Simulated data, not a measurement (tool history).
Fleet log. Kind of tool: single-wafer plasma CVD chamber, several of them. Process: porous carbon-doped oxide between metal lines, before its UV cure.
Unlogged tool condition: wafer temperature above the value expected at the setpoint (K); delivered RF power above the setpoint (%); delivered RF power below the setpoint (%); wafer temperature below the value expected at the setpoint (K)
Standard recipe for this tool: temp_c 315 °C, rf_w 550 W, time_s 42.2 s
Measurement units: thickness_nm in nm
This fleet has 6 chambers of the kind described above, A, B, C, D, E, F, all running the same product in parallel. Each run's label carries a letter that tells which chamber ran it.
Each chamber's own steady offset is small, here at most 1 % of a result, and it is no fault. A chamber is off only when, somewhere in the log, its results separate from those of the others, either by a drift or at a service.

| run | hour | temp_c | rf_w | time_s | hours since the last thermocouple change | hours since the last RF generator calibration | read-back reference wafer on the same gauge, thickness_nm | thickness_nm |
|---|---|---|---|---|---|---|---|---|
| 1B | 2.2 | 315 | 550 | 42.2 | 173.3 | 951.9 | 177.92 | 221.92 |
|  | 2.6 | chamber C: thermocouple changed; heater temperature recalibrated |
| 2E | 4.2 | 315 | 550 | 42.2 | 1389 | 200.2 | 177.92 | 219.74 |
| 3D | 8.2 | 315 | 550 | 42.2 | 249.2 | 959.9 | 177.94 | 221.33 |
| 4F | 11.9 | 315 | 550 | 42.2 | 1911.4 | 337.3 | 177.83 | 220.25 |
| 5A | 15.6 | 315 | 550 | 42.2 | 1837 | 359 | 177.83 | 220.92 |
| 6C | 18.4 | 315 | 550 | 42.2 | 15.9 | 1323.8 | 177.82 | 222.87 |
| 7B | 20.8 | 315 | 550 | 46.8 | 191.9 | 970.5 | 177.78 | 245.63 |
| 8A | 23.6 | 315 | 550 | 46.8 | 1845 | 367 | 177.77 | 243.51 |
| 9D | 26.4 | 315 | 550 | 46.8 | 267.4 | 978.1 | 177.81 | 245.79 |
| 10C | 30.2 | 315 | 550 | 46.8 | 27.7 | 1335.6 | 177.59 | 246.04 |
| 11E | 32.2 | 315 | 550 | 46.8 | 1417 | 228.2 | 177.58 | 242.85 |
| 12F | 34.3 | 315 | 550 | 46.8 | 1933.8 | 359.7 | 177.68 | 243.07 |
| 13C | 37.6 | 315 | 550 | 42.2 | 35.1 | 1343 | 177.51 | 222.45 |
| 14E | 40.2 | 315 | 550 | 42.2 | 1425 | 236.2 | 177.56 | 219.18 |
| 15D | 42.7 | 315 | 550 | 42.2 | 283.7 | 994.4 | 177.56 | 221.25 |
| 16A | 47.1 | 315 | 550 | 42.2 | 1868.5 | 390.5 | 177.53 | 220.39 |
| 17F | 50.1 | 315 | 550 | 42.2 | 1949.6 | 375.5 | 177.43 | 219.59 |
| 18B | 54.2 | 315 | 550 | 42.2 | 225.3 | 1003.9 | 177.45 | 221.43 |
| 19A | 56.8 | 315 | 550 | 42.2 | 1878.2 | 400.2 | 177.37 | 219.41 |
| 20B | 59.7 | 315 | 450 | 42.2 | 230.8 | 1009.4 | 177.4 | 193.95 |
| 21D | 62.1 | 315 | 450 | 42.2 | 303.1 | 1013.8 | 177.35 | 193.28 |
| 22F | 65.9 | 315 | 450 | 42.2 | 1965.4 | 391.3 | 177.31 | 191.88 |
| 23E | 68 | 315 | 450 | 42.2 | 1452.8 | 264 | 177.26 | 191.93 |
| 24C | 71 | 315 | 450 | 42.2 | 68.5 | 1376.4 | 177.24 | 193.21 |
| 25D | 74.5 | 315 | 450 | 42.2 | 315.5 | 1026.2 | 177.21 | 192.19 |
| 26E | 77.5 | 315 | 550 | 42.2 | 1462.3 | 273.5 | 177.17 | 219.49 |
| 27C | 80.1 | 315 | 550 | 42.2 | 77.6 | 1385.5 | 177.14 | 222.7 |
| 28A | 84.4 | 315 | 550 | 42.2 | 1905.8 | 427.8 | 177.08 | 220.17 |
| 29B | 87.6 | 315 | 550 | 42.2 | 258.7 | 1037.3 | 177.12 | 221.41 |
| 30F | 89.8 | 315 | 550 | 42.2 | 1989.3 | 415.2 | 177 | 219.27 |
| 31A | 93.2 | 315 | 550 | 42.2 | 1914.6 | 436.6 | 177.01 | 219.71 |
| 32E | 95.1 | 315 | 550 | 42.2 | 1479.9 | 291.1 | 176.95 | 218.61 |
| 33C | 97.1 | 315 | 550 | 42.2 | 94.6 | 1402.5 | 176.93 | 221.42 |
| 34B | 100.5 | 315 | 550 | 42.2 | 271.6 | 1050.2 | 176.87 | 220.48 |
| 35D | 103.5 | 305 | 490 | 42.2 | 344.5 | 1055.2 | 176.88 | 215.34 |
| 36F | 106.3 | 305 | 490 | 42.2 | 2005.8 | 431.7 | 176.86 | 213.36 |

Does one chamber stand apart from the rest, does the shared gauge drift, or is all well apart from small per-chamber offsets? Give the chamber and the most likely cause, where there is one.

The gauge drifts, so all chambers seem to drift together. No chamber is off.
Likeliest cause: gauge reads low (%) = 0.665.
